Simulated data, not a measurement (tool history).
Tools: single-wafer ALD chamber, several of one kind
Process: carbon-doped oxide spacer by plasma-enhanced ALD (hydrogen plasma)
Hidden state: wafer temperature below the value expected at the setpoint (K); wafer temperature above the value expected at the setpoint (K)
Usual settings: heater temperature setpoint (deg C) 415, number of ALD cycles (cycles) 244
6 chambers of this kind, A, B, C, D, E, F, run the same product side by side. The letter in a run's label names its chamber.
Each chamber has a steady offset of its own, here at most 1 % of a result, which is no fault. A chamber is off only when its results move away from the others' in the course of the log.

run	hour	heater temperature setpoint (deg C)	number of ALD cycles (cycles)	hours since the last thermocouple change	read-back reference wafer on the same gauge, thickness_nm	mean film thickness on the monitor wafer (angstrom)
1F	4.5	415	244	1111.7	11.398	116.17
2B	12.9	415	244	937.5	11.403	115.93
3C	20.1	415	244	29.2	11.409	116.33
4E	27.7	415	244	1453.4	11.409	116.26
5A	35.7	415	244	1383.9	11.41	116.84
6D	44.2	415	244	358	11.411	116.33
7B	50.7	415	244	975.3	11.414	115.45
8A	58.8	415	244	1407	11.417	116.53
9C	65.6	415	284	74.7	11.423	135.3
10D	74	415	284	387.8	11.422	135.2
11E	78	415	284	1503.7	11.424	135.18
12F	81.7	415	284	1188.9	11.426	135.36
13D	87.5	415	284	401.3	11.426	135.18
14A	95.7	415	284	1443.9	11.436	136.02
15E	100.1	415	244	1525.8	11.434	116.07
16B	105.5	415	244	1030.1	11.428	116.07
17C	110.7	415	244	119.8	11.439	116.4
18F	118.3	415	244	1225.5	11.433	116.33
# hour 125.9: chamber B: thermocouple changed; heater temperature recalibrated
19D	126.2	415	244	440	11.439	116.28
20F	132.1	415	244	1239.3	11.44	116.34
21E	140.6	415	244	1566.3	11.448	116.44
22B	147.9	415	244	22	11.448	116.57
23C	153.6	415	244	162.7	11.455	116.52
24A	158.8	415	244	1507	11.456	117.37
25A	166.9	415	244	1515.1	11.458	117.23
26D	173.7	429	222	487.5	11.454	101.36
27F	178.7	429	222	1285.9	11.459	101.59
28B	186.8	429	222	60.9	11.46	101.17
29C	193.4	429	222	202.5	11.463	101.59
30E	201.6	429	222	1627.3	11.463	101.62
31F	206.3	429	222	1313.5	11.471	101.53
32B	211.5	415	244	85.6	11.464	116.48
33D	217.1	407	209	530.9	11.469	102.13
34C	223.6	407	209	232.7	11.472	102.64
35E	227.7	407	209	1653.4	11.476	102.5
36A	233	407	209	1581.2	11.478	103.21

Next, every chamber runs the same settings. What will each give?
37A	239.1	415	244			?
37B	239.1	415	244			?
37C	239.1	415	244			?
37D	239.1	415	244			?
37E	239.1	415	244			?
37F	239.1	415	244			?

run	mean film thickness on the monitor wafer (angstrom)
37A	117.25
37B	116.51
37C	116.95
37D	117.04
37E	116.75
37F	116.44
